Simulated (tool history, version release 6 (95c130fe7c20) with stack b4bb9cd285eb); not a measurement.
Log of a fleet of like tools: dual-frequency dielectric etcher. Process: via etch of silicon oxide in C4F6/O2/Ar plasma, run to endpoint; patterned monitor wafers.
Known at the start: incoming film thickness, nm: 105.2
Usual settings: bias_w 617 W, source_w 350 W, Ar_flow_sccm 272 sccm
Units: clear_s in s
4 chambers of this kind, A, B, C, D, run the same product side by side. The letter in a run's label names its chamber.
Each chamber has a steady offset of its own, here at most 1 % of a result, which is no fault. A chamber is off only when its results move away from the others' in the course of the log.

run   hour  bias_w  source_w  Ar_flow_sccm  hours since the last wet clean  hours since the last bias power generator calibration  hours since the last source power generator calibration  hours since the last Ar flow controller change  clear_s
 1C   12.1     617       350           272                           468.4                                                 1673.1                                                   2425.3                                           538.6   22.032
 2B   19.3     617       350           272                           134.7                                                 2557.5                                                    215.2                                          1733.0   22.344
      29.1  -- chamber A: wet clean of the chamber
 3D   30.5     617       350           272                           215.0                                                  152.8                                                    834.3                                          1208.6   21.987
      35.7  -- chamber C: wet clean of the chamber
 4A   37.5     617       350           272                             8.5                                                 1201.3                                                   1376.7                                          1939.1   22.350
 5D   48.4     617       350           272                           232.9                                                  170.7                                                    852.2                                          1226.5   22.168
 6C   53.9     617       350           272                            18.2                                                 1714.9                                                   2467.1                                           580.4   22.070
 7A   64.1     617       350           272                            35.1                                                 1227.9                                                   1403.3                                          1965.7   22.111
 8B   73.0     617       350           272                           188.4                                                 2611.2                                                    268.9                                          1786.7   22.081
 9B   78.5     617       350           321                           193.9                                                 2616.7                                                    274.4                                          1792.2   22.480
10D   88.3     617       350           321                           272.8                                                  210.6                                                    892.1                                          1266.4   22.481
11C   99.5     617       350           321                            63.8                                                 1760.5                                                   2512.7                                           626.0   22.436
12A  110.5     617       350           321                            81.5                                                 1274.3                                                   1449.7                                          2012.1   22.499
13D  116.2     617       350           272                           300.7                                                  238.5                                                    920.0                                          1294.3   21.991
     118.8  -- chamber C: source power generator calibrated
14C  122.9     617       350           272                            87.2                                                 1783.9                                                      4.1                                           649.4   22.097
15B  129.2     617       350           272                           244.6                                                 2667.4                                                    325.1                                          1842.9   22.212
     133.0  -- chamber B: bias power generator calibrated
16A  139.2     617       350           272                           110.2                                                 1303.0                                                   1478.4                                          2040.8   22.130
17A  146.6     617       350           272                           117.6                                                 1310.4                                                   1485.8                                          2048.2   22.203
18D  156.3     617       350           272                           340.8                                                  278.6                                                    960.1                                          1334.4   22.123
19B  165.9     617       270           237                           281.3                                                   32.9                                                    361.8                                          1879.6   24.166
20C  178.0     617       270           237                           142.3                                                 1839.0                                                     59.2                                           704.5   23.700
21D  187.5     617       270           237                           372.0                                                  309.8                                                    991.3                                          1365.6   23.820
     194.1  -- chamber D: wet clean of the chamber
22C  196.0     617       270           237                           160.3                                                 1857.0                                                     77.2                                           722.5   23.682
23B  202.1     617       350           272                           317.5                                                   69.1                                                    398.0                                          1915.8   22.143
24A  211.3     617       350           272                           182.3                                                 1375.1                                                   1550.5                                          2112.9   22.193
25D  222.4     617       350           272                            28.4                                                  344.7                                                   1026.2                                          1400.5   21.997
26B  227.9     617       380           272                           343.3                                                   94.9                                                    423.8                                          1941.6   21.566
27C  236.6     617       380           272                           200.9                                                 1897.6                                                    117.8                                           763.1   21.260
28A  242.1     617       380           272                           213.1                                                 1405.9                                                   1581.3                                          2143.7   21.667
29B  247.6     617       380           272                           363.0                                                  114.6                                                    443.5                                          1961.3   21.807
30C  258.8     617       350           272                           223.1                                                 1919.8                                                    140.0                                           785.3   22.246
31D  270.9     617       350           272                            76.9                                                  393.2                                                   1074.7                                          1449.0   22.171
32A  277.5     617       350           309                           248.5                                                 1441.3                                                   1616.7                                          2179.1   22.372
33D  288.9     617       350           309                            94.9                                                  411.2                                                   1092.7                                          1467.0   22.575
     293.9  -- chamber A: Ar flow controller replaced
34B  297.0     617       350           309                           412.4                                                  164.0                                                    492.9                                          2010.7   22.323
35A  304.4     617       350           309                           275.4                                                 1468.2                                                   1643.6                                            10.5   22.539
36C  316.7     617       350           272                           281.0                                                 1977.7                                                    197.9                                           843.2   21.776
37A  323.3     617       350           272                           294.3                                                 1487.1                                                   1662.5                                            29.4   22.092
     324.3  -- chamber B: wet clean of the chamber
38B  331.2     617       350           272                             7.0                                                  198.2                                                    527.1                                          2044.9   22.212
39C  342.7     617       350           272                           307.0                                                 2003.7                                                    223.9                                           869.2   22.119
40D  352.9     617       350           272                           158.9                                                  475.2                                                   1156.7                                          1531.0   22.105
41A  363.9     617       350           272                           334.9                                                 1527.7                                                   1703.1                                            70.0   22.146
42B  375.8     617       350           272                            51.6                                                  242.8                                                    571.7                                          2089.5   22.006
43C  386.7     617       350           272                           351.0                                                 2047.7                                                    267.9                                           913.2   22.088
44D  395.4     746       290           272                           201.4                                                  517.7                                                   1199.2                                          1573.5   21.932

Is one chamber off against the others, does the gauge drift, or is nothing wrong? If a chamber is off, say which, and what the likeliest cause is.

No chamber stands off beyond its own small offset, and the gauge holds steady.
